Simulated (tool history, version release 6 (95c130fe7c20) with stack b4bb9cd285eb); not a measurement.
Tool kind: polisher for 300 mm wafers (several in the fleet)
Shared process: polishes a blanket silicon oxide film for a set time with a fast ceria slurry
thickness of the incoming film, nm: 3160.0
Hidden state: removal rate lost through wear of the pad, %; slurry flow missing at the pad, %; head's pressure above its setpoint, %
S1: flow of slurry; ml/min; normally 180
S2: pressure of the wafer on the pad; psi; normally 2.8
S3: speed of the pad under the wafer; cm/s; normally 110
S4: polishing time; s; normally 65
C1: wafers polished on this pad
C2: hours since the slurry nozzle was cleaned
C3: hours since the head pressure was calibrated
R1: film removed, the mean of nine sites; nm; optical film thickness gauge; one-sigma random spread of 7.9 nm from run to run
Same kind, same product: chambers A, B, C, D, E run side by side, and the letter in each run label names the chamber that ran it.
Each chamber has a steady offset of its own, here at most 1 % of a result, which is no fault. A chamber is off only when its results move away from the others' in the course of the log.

| run | hour | S1 | S2 | S3 | S4 | C1 | C2 | C3 | R1 |
|---|---|---|---|---|---|---|---|---|---|
| 1E | 3.1 | 180 | 2.8 | 110 | 65 | 696 | 105.3 | 1004.5 | 932.58 |
| 2B | 6 | 180 | 2.8 | 110 | 65 | 736 | 547.8 | 658.9 | 916.99 |
|  | 7.3 | chamber E: worn pad replaced by a new one |
|  | 8 | chamber A: slurry nozzle cleaned |
| 3C | 11.8 | 180 | 2.8 | 110 | 65 | 174 | 866.7 | 103 | 920.98 |
|  | 16.4 | chamber D: worn pad replaced by a new one |
| 4D | 18 | 180 | 2.8 | 110 | 65 | 17 | 228.7 | 197.8 | 906.65 |
| 5A | 20.9 | 180 | 2.8 | 110 | 65 | 518 | 13 | 641.2 | 924.47 |
| 6B | 23.7 | 180 | 2.8 | 110 | 65 | 929 | 565.5 | 676.6 | 914.85 |
| 7D | 28.1 | 180 | 2.8 | 110 | 65 | 128 | 238.8 | 207.9 | 905.52 |
| 8C | 32.2 | 180 | 2.8 | 110 | 65 | 397 | 887.1 | 123.4 | 910.41 |
| 9A | 36 | 180 | 2.8 | 110 | 65 | 683 | 28.1 | 656.3 | 919.43 |
| 10E | 41.9 | 180 | 2.8 | 110 | 65 | 376 | 144.1 | 1043.3 | 927.99 |
|  | 46.5 | chamber C: worn pad replaced by a new one |
| 11C | 47.5 | 180 | 2.8 | 110 | 65 | 11 | 902.4 | 138.7 | 926.24 |
| 12E | 53.2 | 180 | 2.8 | 110 | 65 | 500 | 155.4 | 1054.6 | 925.15 |
|  | 53.5 | chamber C: slurry nozzle cleaned |
| 13A | 59.2 | 180 | 2.8 | 110 | 65 | 935 | 51.3 | 679.5 | 905.87 |
| 14D | 63 | 180 | 2.8 | 110 | 65 | 508 | 273.7 | 242.8 | 929.88 |
|  | 64.7 | chamber B: worn pad replaced by a new one |
| 15B | 69.3 | 180 | 2.8 | 110 | 65 | 50 | 611.1 | 722.2 | 922.34 |
|  | 70 | chamber E: worn pad replaced by a new one |
| 16A | 73.9 | 180 | 2.8 | 110 | 65 | 1095 | 66 | 694.2 | 922.53 |
| 17E | 78.7 | 180 | 2.8 | 110 | 65 | 95 | 180.9 | 1080.1 | 919.48 |
| 18B | 83.5 | 180 | 2.8 | 110 | 65 | 205 | 625.3 | 736.4 | 924.43 |
|  | 85 | chamber D: worn pad replaced by a new one |
| 19D | 89.3 | 180 | 2.8 | 110 | 65 | 47 | 300 | 269.1 | 917.43 |
| 20C | 92.1 | 180 | 2.8 | 110 | 65 | 497 | 38.7 | 183.3 | 921.71 |
| 21A | 95.1 | 180 | 2.8 | 110 | 65 | 1326 | 87.2 | 715.4 | 891.24 |
| 22E | 101.1 | 180 | 2.8 | 110 | 76 | 339 | 203.3 | 1102.5 | 1073.9 |
|  | 104.9 | chamber C: worn pad replaced by a new one |
| 23B | 105.1 | 180 | 2.8 | 110 | 76 | 440 | 646.9 | 758 | 1078.8 |
| 24C | 110.8 | 180 | 2.8 | 110 | 76 | 65 | 57.4 | 202 | 1064.8 |
| 25D | 116.5 | 180 | 2.8 | 110 | 76 | 343 | 327.2 | 296.3 | 1063.1 |
| 26A | 122.4 | 180 | 2.8 | 110 | 76 | 1624 | 114.5 | 742.7 | 1054.6 |
| 27D | 127 | 180 | 2.8 | 110 | 65 | 458 | 337.7 | 306.8 | 901.85 |
|  | 127.8 | chamber E: worn pad replaced by a new one |
| 28C | 130.7 | 180 | 2.8 | 110 | 65 | 281 | 77.3 | 221.9 | 930.39 |
| 29B | 135.2 | 180 | 2.8 | 110 | 65 | 768 | 677 | 788.1 | 930 |
| 30E | 139.8 | 180 | 2.8 | 110 | 65 | 131 | 242 | 1141.2 | 927.38 |
| 31A | 143.1 | 180 | 2.8 | 110 | 65 | 1849 | 135.2 | 763.4 | 873.26 |

Predict what each chamber gives when all 5 of them run the settings below next.
| 32A | 147.7 | 180 | 2.8 | 122 | 65 |  |  |  | ? |
| 32B | 147.7 | 180 | 2.8 | 122 | 65 |  |  |  | ? |
| 32C | 147.7 | 180 | 2.8 | 122 | 65 |  |  |  | ? |
| 32D | 147.7 | 180 | 2.8 | 122 | 65 |  |  |  | ? |
| 32E | 147.7 | 180 | 2.8 | 122 | 65 |  |  |  | ? |

| run | R1 |
|---|---|
| 32A | 984.83 |
| 32B | 1014.7 |
| 32C | 1025.1 |
| 32D | 988.97 |
| 32E | 1021 |

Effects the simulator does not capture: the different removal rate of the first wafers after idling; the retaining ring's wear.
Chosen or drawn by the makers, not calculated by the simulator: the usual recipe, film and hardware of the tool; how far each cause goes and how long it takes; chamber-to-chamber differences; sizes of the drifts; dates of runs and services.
